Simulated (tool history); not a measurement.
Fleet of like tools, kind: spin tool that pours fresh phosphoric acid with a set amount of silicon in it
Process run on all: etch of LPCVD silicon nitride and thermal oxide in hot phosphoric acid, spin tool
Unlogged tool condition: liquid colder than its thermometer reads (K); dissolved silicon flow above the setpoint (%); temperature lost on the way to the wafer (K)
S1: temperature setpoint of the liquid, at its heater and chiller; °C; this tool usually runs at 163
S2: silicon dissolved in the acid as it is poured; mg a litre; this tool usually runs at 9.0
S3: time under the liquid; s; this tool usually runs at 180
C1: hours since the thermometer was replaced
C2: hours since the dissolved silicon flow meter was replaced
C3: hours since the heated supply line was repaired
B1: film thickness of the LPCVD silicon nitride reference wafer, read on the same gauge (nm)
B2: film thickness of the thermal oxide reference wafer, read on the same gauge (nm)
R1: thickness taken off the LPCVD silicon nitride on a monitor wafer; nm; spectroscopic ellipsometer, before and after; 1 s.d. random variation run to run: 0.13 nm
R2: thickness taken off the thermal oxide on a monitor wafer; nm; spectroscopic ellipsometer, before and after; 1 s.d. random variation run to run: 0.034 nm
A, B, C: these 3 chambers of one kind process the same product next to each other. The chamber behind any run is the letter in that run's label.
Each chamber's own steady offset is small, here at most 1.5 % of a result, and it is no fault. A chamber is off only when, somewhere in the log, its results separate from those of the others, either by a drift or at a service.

| run | day | S1 | S2 | S3 | C1 | C2 | C3 | B1 | B2 | R1 | R2 |
|---|---|---|---|---|---|---|---|---|---|---|---|
| 1A | 0.142 | 163 | 9.0 | 180 | 47.6 | 390.2 | 1464.9 | 70.007 | 139.98 | 16.5800 | 0.51157 |
| 2B | 0.383 | 163 | 9.0 | 180 | 29.5 | 380.1 | 1368.0 | 69.996 | 140.00 | 16.3450 | 0.49280 |
| 3C | 0.617 | 163 | 9.0 | 180 | 706.0 | 694.0 | 919.1 | 69.995 | 140.00 | 16.6410 | 0.50593 |
| 4C | 0.788 | 163 | 9.0 | 180 | 710.1 | 698.1 | 923.2 | 69.971 | 140.01 | 16.7090 | 0.54755 |
| 5B | 0.979 | 163 | 2.5 | 90 | 43.8 | 394.4 | 1382.3 | 70.014 | 139.98 | 8.2095 | 0.30648 |
| 6A | 1.254 | 163 | 2.5 | 90 | 74.3 | 416.9 | 1491.6 | 70.019 | 139.99 | 8.3354 | 0.25053 |
| 7B | 1.429 | 163 | 2.5 | 90 | 54.6 | 405.2 | 1393.1 | 69.974 | 140.00 | 8.2105 | 0.29546 |
| 8C | 1.621 | 163 | 9.0 | 180 | 730.1 | 718.1 | 943.2 | 69.976 | 140.00 | 16.5910 | 0.53723 |
| 9A | 1.771 | 163 | 9.0 | 180 | 86.7 | 429.3 | 1504.0 | 70.006 | 139.98 | 16.6040 | 0.51103 |
| 10B | 2.050 | 163 | 9.0 | 180 | 69.5 | 420.1 | 1408.0 | 69.999 | 140.00 | 16.3040 | 0.48262 |
| 11A | 2.321 | 163 | 9.0 | 180 | 99.9 | 442.5 | 1517.2 | 69.975 | 140.01 | 16.6190 | 0.48866 |
| 12C | 2.625 | 163 | 9.0 | 80 | 754.2 | 742.2 | 967.3 | 69.995 | 140.01 | 7.2762 | 0.22213 |
| 13B | 2.933 | 163 | 9.0 | 80 | 90.7 | 441.3 | 1429.2 | 69.997 | 140.00 | 7.2643 | 0.23744 |
| 14A | 3.217 | 163 | 9.0 | 80 | 121.4 | 464.0 | 1538.7 | 70.015 | 139.99 | 7.3197 | 0.22611 |
| 15C | 3.446 | 163 | 9.0 | 180 | 773.9 | 761.9 | 987.0 | 70.026 | 139.99 | 15.9690 | 0.48985 |
| 16C | 3.679 | 163 | 9.0 | 180 | 779.5 | 767.5 | 992.6 | 69.968 | 139.99 | 15.9560 | 0.51375 |
| 17A | 3.958 | 164 | 9.0 | 180 | 139.2 | 481.8 | 1556.5 | 70.011 | 140.01 | 17.2240 | 0.54271 |
| 18B | 4.246 | 164 | 9.0 | 180 | 122.2 | 472.8 | 1460.7 | 69.996 | 140.00 | 16.8930 | 0.51375 |
| 19B | 4.442 | 164 | 9.0 | 180 | 126.9 | 477.5 | 1465.4 | 70.022 | 139.99 | 16.9710 | 0.57623 |
| 20C | 4.767 | 163 | 9.0 | 180 | 805.6 | 793.6 | 1018.7 | 70.023 | 139.99 | 15.6050 | 0.42512 |
| 21A | 5.079 | 163 | 9.0 | 180 | 166.1 | 508.7 | 1583.4 | 70.041 | 140.01 | 16.6240 | 0.58046 |
| 22B | 5.300 | 163 | 9.0 | 180 | 147.5 | 498.1 | 1486.0 | 70.002 | 139.99 | 16.4110 | 0.56148 |
| 23A | 5.542 | 163 | 9.0 | 180 | 177.2 | 519.8 | 1594.5 | 70.008 | 139.99 | 16.6630 | 0.52840 |
| 24C | 5.775 | 163 | 9.0 | 180 | 829.8 | 817.8 | 1042.9 | 70.016 | 139.98 | 15.1820 | 0.38756 |
| 25C | 6.054 | 163 | 9.0 | 180 | 836.5 | 824.5 | 1049.6 | 69.989 | 140.02 | 14.9850 | 0.38101 |
| 26B | 6.246 | 163 | 9.0 | 180 | 170.2 | 520.8 | 1508.7 | 69.983 | 140.00 | 16.4000 | 0.46298 |

All 3 chambers run these settings next. Forecast each chamber's results:
| 27A | 6.479 | 163 | 9.0 | 180 |  |  |  |  |  | ? | ? |
| 27B | 6.479 | 163 | 9.0 | 180 |  |  |  |  |  | ? | ? |
| 27C | 6.479 | 163 | 9.0 | 180 |  |  |  |  |  | ? | ? |

| run | R1 | R2 |
|---|---|---|
| 27A | 16.3760 | 0.53445 |
| 27B | 16.1510 | 0.48820 |
| 27C | 14.9070 | 0.41940 |

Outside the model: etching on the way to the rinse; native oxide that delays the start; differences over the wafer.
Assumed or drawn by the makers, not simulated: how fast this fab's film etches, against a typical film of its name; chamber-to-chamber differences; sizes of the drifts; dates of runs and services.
